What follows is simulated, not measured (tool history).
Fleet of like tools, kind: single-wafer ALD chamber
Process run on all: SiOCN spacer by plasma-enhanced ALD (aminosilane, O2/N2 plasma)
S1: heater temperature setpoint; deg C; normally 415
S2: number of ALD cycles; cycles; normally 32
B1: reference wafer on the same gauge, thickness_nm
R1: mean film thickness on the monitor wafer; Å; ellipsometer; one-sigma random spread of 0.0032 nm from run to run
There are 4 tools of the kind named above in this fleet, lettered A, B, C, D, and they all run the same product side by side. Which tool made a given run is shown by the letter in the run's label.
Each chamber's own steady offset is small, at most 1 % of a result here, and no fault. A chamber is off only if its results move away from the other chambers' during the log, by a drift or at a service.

Run 1C, hour 7.4: usual settings; B1 1.6599. Result: R1 18.333 Å.
Run 2D, hour 18.5: usual settings; B1 1.6598. Result: R1 18.325 Å.
Run 3A, hour 30.5: usual settings; B1 1.6593. Result: R1 18.282 Å.
Run 4B, hour 38.8: usual settings; B1 1.6583. Result: R1 18.593 Å.
Run 5B, hour 50.1: usual settings; B1 1.6578. Result: R1 18.592 Å.
Run 6A, hour 63.5: usual settings; B1 1.6583. Result: R1 18.265 Å.
Run 7D, hour 74.9: usual settings; B1 1.6580. Result: R1 18.359 Å.
Run 8C, hour 88.7: usual settings; B1 1.6582. Result: R1 18.347 Å.
Run 9B, hour 97.3: usual settings; B1 1.6574. Result: R1 18.565 Å.
Run 10D, hour 110.8: usual settings; B1 1.6559. Result: R1 18.289 Å.
At hour 117.9: chamber A: thermocouple changed; heater temperature recalibrated.
Run 11C, hour 124.5: usual settings but S1 404 deg C; B1 1.6567. Result: R1 18.950 Å.
Run 12A, hour 131.7: usual settings but S1 404 deg C; B1 1.6560. Result: R1 18.945 Å.
Run 13D, hour 146.5: usual settings but S1 404 deg C; B1 1.6549. Result: R1 18.928 Å.
Run 14B, hour 153.2: usual settings but S1 404 deg C; B1 1.6565. Result: R1 19.175 Å.
Run 15C, hour 160.3: usual settings; B1 1.6549. Result: R1 18.300 Å.
Run 16A, hour 167.4: usual settings; B1 1.6547. Result: R1 18.312 Å.
Run 17A, hour 175.7: usual settings; B1 1.6552. Result: R1 18.295 Å.
Run 18B, hour 183.8: usual settings; B1 1.6541. Result: R1 18.516 Å.
Run 19D, hour 198.8: usual settings; B1 1.6541. Result: R1 18.295 Å.
Run 20C, hour 209.2: usual settings; B1 1.6534. Result: R1 18.263 Å.
Run 21C, hour 220.5: usual settings; B1 1.6537. Result: R1 18.264 Å.
Run 22A, hour 235.1: usual settings; B1 1.6534. Result: R1 18.251 Å.
Run 23D, hour 243.5: usual settings; B1 1.6530. Result: R1 18.321 Å.
Run 24B, hour 252.9: usual settings; B1 1.6534. Result: R1 18.524 Å.
Run 25D, hour 261.4: usual settings; B1 1.6523. Result: R1 18.328 Å.
Run 26C, hour 275.7: usual settings; B1 1.6518. Result: R1 18.261 Å.
Run 27A, hour 288.1: usual settings but S1 423 deg C, S2 30 cycles; B1 1.6517. Result: R1 16.687 Å.
Run 28B, hour 297.1: usual settings but S1 423 deg C, S2 30 cycles; B1 1.6511. Result: R1 16.914 Å.
Run 29D, hour 305.8: usual settings but S1 423 deg C, S2 30 cycles; B1 1.6509. Result: R1 16.675 Å.
Run 30B, hour 320.4: usual settings but S1 423 deg C, S2 30 cycles; B1 1.6510. Result: R1 16.962 Å.
Run 31C, hour 330.5: usual settings; B1 1.6498. Result: R1 18.197 Å.
Run 32A, hour 341.2: usual settings; B1 1.6502. Result: R1 18.185 Å.
Run 33D, hour 351.5: usual settings; B1 1.6499. Result: R1 18.258 Å.
Run 34A, hour 363.9: usual settings; B1 1.6491. Result: R1 18.161 Å.
Run 35C, hour 373.2: usual settings; B1 1.6491. Result: R1 18.256 Å.
Run 36B, hour 388.0: usual settings; B1 1.6491. Result: R1 18.518 Å.
Run 37C, hour 399.5: usual settings; B1 1.6479. Result: R1 18.228 Å.

Is one chamber out of step, is the gauge drifting, or do the chambers differ by no more than their own small offsets? For an off chamber, give its letter and the likeliest cause.

Gauge drift. The chambers move together only on paper, and none stands off.
Most likely cause: gauge reads low (%) = 0.713.

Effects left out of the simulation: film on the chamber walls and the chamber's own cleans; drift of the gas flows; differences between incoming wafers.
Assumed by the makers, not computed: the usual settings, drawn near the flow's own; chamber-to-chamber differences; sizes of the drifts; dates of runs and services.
